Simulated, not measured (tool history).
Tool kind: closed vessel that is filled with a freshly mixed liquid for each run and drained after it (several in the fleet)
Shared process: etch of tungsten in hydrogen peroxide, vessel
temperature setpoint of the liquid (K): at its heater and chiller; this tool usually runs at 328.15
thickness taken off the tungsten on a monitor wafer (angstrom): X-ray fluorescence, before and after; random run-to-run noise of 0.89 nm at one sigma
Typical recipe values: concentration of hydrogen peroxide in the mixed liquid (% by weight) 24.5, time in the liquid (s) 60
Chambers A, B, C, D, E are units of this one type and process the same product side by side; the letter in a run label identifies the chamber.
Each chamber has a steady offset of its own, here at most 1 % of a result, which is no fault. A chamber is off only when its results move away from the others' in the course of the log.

run   hour  temperature setpoint of the liquid (K)  concentration of hydrogen peroxide in the mixed liquid (% by weight)  time in the liquid (s)  read-back film thickness of the tungsten reference wafer, read on the same gauge (nm)  thickness taken off the tungsten on a monitor wafer (angstrom)
 1A    4.8                                  328.15                                                                  24.5                      60                                                                                 29.994                                                          1060.8
 2C   13.2                                  328.15                                                                  24.5                      60                                                                                 29.993                                                          1085.5
 3E   19.9                                  328.15                                                                  24.5                      60                                                                                 29.997                                                          1076.7
 4D   24.4                                  328.15                                                                  24.5                      60                                                                                 29.966                                                          1075.9
 5B   28.9                                  328.15                                                                  24.5                      60                                                                                 29.973                                                          1059.1
 6D     35                                  328.15                                                                  24.5                      60                                                                                 29.969                                                          1084.9
 7C   39.9                                  328.15                                                                  24.5                      60                                                                                 30.026                                                          1069.5
 8A   47.8                                  333.15                                                                  24.5                      60                                                                                 29.964                                                          1433.4
 9B   52.5                                  333.15                                                                  24.5                      60                                                                                  30.02                                                            1446
10E     59                                  333.15                                                                  24.5                      60                                                                                 30.012                                                          1407.5
      63.3  -- chamber B: peroxide flow meter replaced
11C   67.9                                  333.15                                                                  24.5                      60                                                                                 29.988                                                          1454.1
12E   76.6                                  333.15                                                                  24.5                      60                                                                                     30                                                          1431.6
13B   83.5                                  328.15                                                                  24.5                      60                                                                                 29.984                                                          1057.5
14A     91                                  328.15                                                                  24.5                      60                                                                                 29.975                                                          1051.2
15D   97.4                                  328.15                                                                  24.5                      60                                                                                 30.064                                                          1066.9
16D  102.4                                  328.15                                                                  24.5                      60                                                                                  29.98                                                          1088.9
17B  109.7                                  328.15                                                                  24.5                      60                                                                                 29.985                                                          1061.9
18E  115.5                                  328.15                                                                  24.5                      60                                                                                 30.029                                                          1061.9
19A  121.1                                  328.15                                                                  24.5                      60                                                                                 30.054                                                          1070.8
20C  129.4                                  328.15                                                                  24.5                      60                                                                                 30.011                                                          1102.4
21B  137.1                                  328.15                                                                  24.5                      60                                                                                 30.009                                                          1052.2
22C  145.3                                  328.15                                                                  24.5                      60                                                                                 30.003                                                          1107.6
23E  154.1                                  328.15                                                                  26.5                      60                                                                                 29.999                                                          1098.6
     155.2  -- chamber D: thermometer replaced
24A  160.3                                  328.15                                                                  26.5                      60                                                                                 29.965                                                          1114.1
25D  168.7                                  328.15                                                                  26.5                      60                                                                                 30.005                                                          1115.1
26A  173.3                                  328.15                                                                  26.5                      60                                                                                 30.018                                                          1094.8
27C  178.5                                  328.15                                                                  26.5                      60                                                                                 29.949                                                          1160.7
28D  182.6                                  328.15                                                                  24.5                      60                                                                                 29.987                                                          1072.9
29B    187                                  328.15                                                                  24.5                      60                                                                                 29.991                                                          1070.1
30E  193.8                                  328.15                                                                  24.5                      60                                                                                 30.028                                                          1073.4
31D  198.8                                  328.15                                                                  24.5                      45                                                                                 29.973                                                          802.32
32A  206.4                                  328.15                                                                  24.5                      45                                                                                 29.988                                                             792
33C  213.4                                  328.15                                                                  24.5                      45                                                                                 29.971                                                          844.11
34E  218.5                                  328.15                                                                  24.5                      45                                                                                 29.994                                                          808.29
35B  223.2                                  328.15                                                                  24.5                      45                                                                                 30.009                                                          792.47
36A  227.7                                  328.15                                                                  24.5                      75                                                                                 30.007                                                          1326.1
37B  233.7                                  328.15                                                                  24.5                      75                                                                                 29.985                                                          1343.6
     234.7  -- chamber D: peroxide flow meter replaced
38D  237.9                                  328.15                                                                  24.5                      75                                                                                 29.989                                                          1328.9
39E  242.5                                  328.15                                                                  24.5                      75                                                                                  30.04                                                          1338.4
40C    249                                  328.15                                                                  24.5                      75                                                                                  30.04                                                          1407.8
41B  256.3                                  328.15                                                                  24.5                      60                                                                                 29.989                                                          1042.6
42C    261                                  328.15                                                                  24.5                      60                                                                                 29.993                                                          1139.5
43D  268.8                                  328.15                                                                  24.5                      60                                                                                 29.963                                                          1077.6
44E  273.4                                  328.15                                                                  24.5                      60                                                                                 29.983                                                          1074.1

Next, every chamber runs the same settings. What will each give?
45A  279.9                                  328.15                                                                  24.5                      60                                                                                                                                                      ?
45B  279.9                                  328.15                                                                  24.5                      60                                                                                                                                                      ?
45C  279.9                                  328.15                                                                  24.5                      60                                                                                                                                                      ?
45D  279.9                                  328.15                                                                  24.5                      60                                                                                                                                                      ?
45E  279.9                                  328.15                                                                  24.5                      60                                                                                                                                                      ?

run  thickness taken off the tungsten on a monitor wafer (angstrom)
45A                                                          1074.4
45B                                                          1073.9
45C                                                          1147.6
45D                                                          1060.5
45E                                                          1054.4
